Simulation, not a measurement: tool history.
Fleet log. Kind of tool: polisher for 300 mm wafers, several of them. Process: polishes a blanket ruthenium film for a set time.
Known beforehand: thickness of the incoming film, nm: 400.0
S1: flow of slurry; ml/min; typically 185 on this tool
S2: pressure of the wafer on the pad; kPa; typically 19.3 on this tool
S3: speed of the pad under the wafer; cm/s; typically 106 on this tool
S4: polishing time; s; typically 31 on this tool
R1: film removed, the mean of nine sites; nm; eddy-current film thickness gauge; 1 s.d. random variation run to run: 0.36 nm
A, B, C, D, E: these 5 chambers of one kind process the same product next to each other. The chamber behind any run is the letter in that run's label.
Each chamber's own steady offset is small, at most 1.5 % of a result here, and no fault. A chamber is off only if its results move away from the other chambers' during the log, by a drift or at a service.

run	hour	S1	S2	S3	S4	R1
1E	7.3	185	19.3	106	31	46.625
# hour 8.9: chamber E: worn pad replaced by a new one
2B	13.5	185	19.3	106	31	47.104
# hour 15.5: chamber A: worn pad replaced by a new one
# hour 20.4: chamber D: worn pad replaced by a new one
3A	20.4	185	19.3	106	31	46.635
4D	26.3	185	19.3	106	31	45.968
5C	31.0	185	19.3	106	31	45.036
6A	36.4	185	19.3	106	31	46.417
# hour 40.0: chamber B: worn pad replaced by a new one
7B	43.6	185	19.3	106	31	47.055
8C	50.0	185	19.3	106	31	44.810
# hour 58.4: chamber C: worn pad replaced by a new one
9E	59.9	185	19.3	106	31	46.273
10D	69.9	185	19.3	106	31	45.995
# hour 73.0: chamber D: worn pad replaced by a new one
11A	76.2	185	19.3	106	31	46.472
12D	81.5	185	19.3	106	31	46.225
13B	88.4	185	19.3	106	31	47.121
14C	95.5	185	19.3	106	31	43.970
15E	103.7	185	19.3	106	31	46.119
# hour 108.0: chamber E: worn pad replaced by a new one
16E	111.4	185	19.3	106	31	47.174
# hour 113.1: chamber E: slurry nozzle cleaned
# hour 117.4: chamber A: worn pad replaced by a new one
17D	118.5	185	19.3	106	31	45.131
# hour 121.5: chamber D: worn pad replaced by a new one
18C	124.1	185	19.3	106	31	44.059
# hour 125.8: chamber B: worn pad replaced by a new one
19A	132.6	185	19.3	106	31	46.547
20B	139.4	185	19.3	106	40	60.802
21D	143.9	185	19.3	106	40	59.644
22B	150.6	185	19.3	106	40	60.833
23C	155.1	185	19.3	106	40	56.463
24E	160.4	185	19.3	106	40	60.169
25A	167.8	185	19.3	106	31	46.240
26C	172.4	185	19.3	106	31	43.182
# hour 173.8: chamber D: worn pad replaced by a new one
# hour 176.0: chamber C: worn pad replaced by a new one
27B	181.8	185	19.3	106	31	46.637
28E	188.7	185	19.3	106	31	46.155
# hour 191.0: chamber E: worn pad replaced by a new one
29D	195.9	185	19.3	106	31	45.123
30A	206.0	185	19.3	106	31	46.382
# hour 213.2: chamber A: slurry nozzle cleaned
31C	215.5	185	19.3	106	31	41.946
# hour 222.8: chamber A: worn pad replaced by a new one
# hour 223.7: chamber D: worn pad replaced by a new one
32B	225.1	185	19.3	106	31	46.309
33E	230.2	140	19.3	106	31	44.242
34A	234.8	140	19.3	106	31	44.340
35D	244.7	140	19.3	106	31	44.173
36D	249.3	140	19.3	106	31	43.763

Is one chamber off against the others, does the gauge drift, or is nothing wrong? If a chamber is off, say which, and what the likeliest cause is.

It is chamber C that slowly wanders off from its peers.
Most likely cause: head's pressure below its setpoint, % = 9.09.
From this log alone, it may not be told apart from: slurry flow missing at the pad, %.

Here are 4 candidates for chamber C's next run, each the usual settings with a change, their results left as question marks. Which one brings its results back in line with what the others give on the usual settings?
A result is in line if it is within this distance of the other chambers' mean on the usual settings: R1 1.300 nm
37C-1	256.5	190	19.3	118	31	?
37C-2	256.5	190	19.3	128	31	?
37C-3	256.5	185	19.3	96	28	?
37C-4	256.5	185	18.6	102	30	?

Mean of the other chambers on the usual settings: R1 46.370 nm
run	R1
37C-1	46.200
37C-2	50.092
37C-3	33.868
37C-4	37.169
Change 37C-1 lands the chamber within the allowed miss of the other chambers.

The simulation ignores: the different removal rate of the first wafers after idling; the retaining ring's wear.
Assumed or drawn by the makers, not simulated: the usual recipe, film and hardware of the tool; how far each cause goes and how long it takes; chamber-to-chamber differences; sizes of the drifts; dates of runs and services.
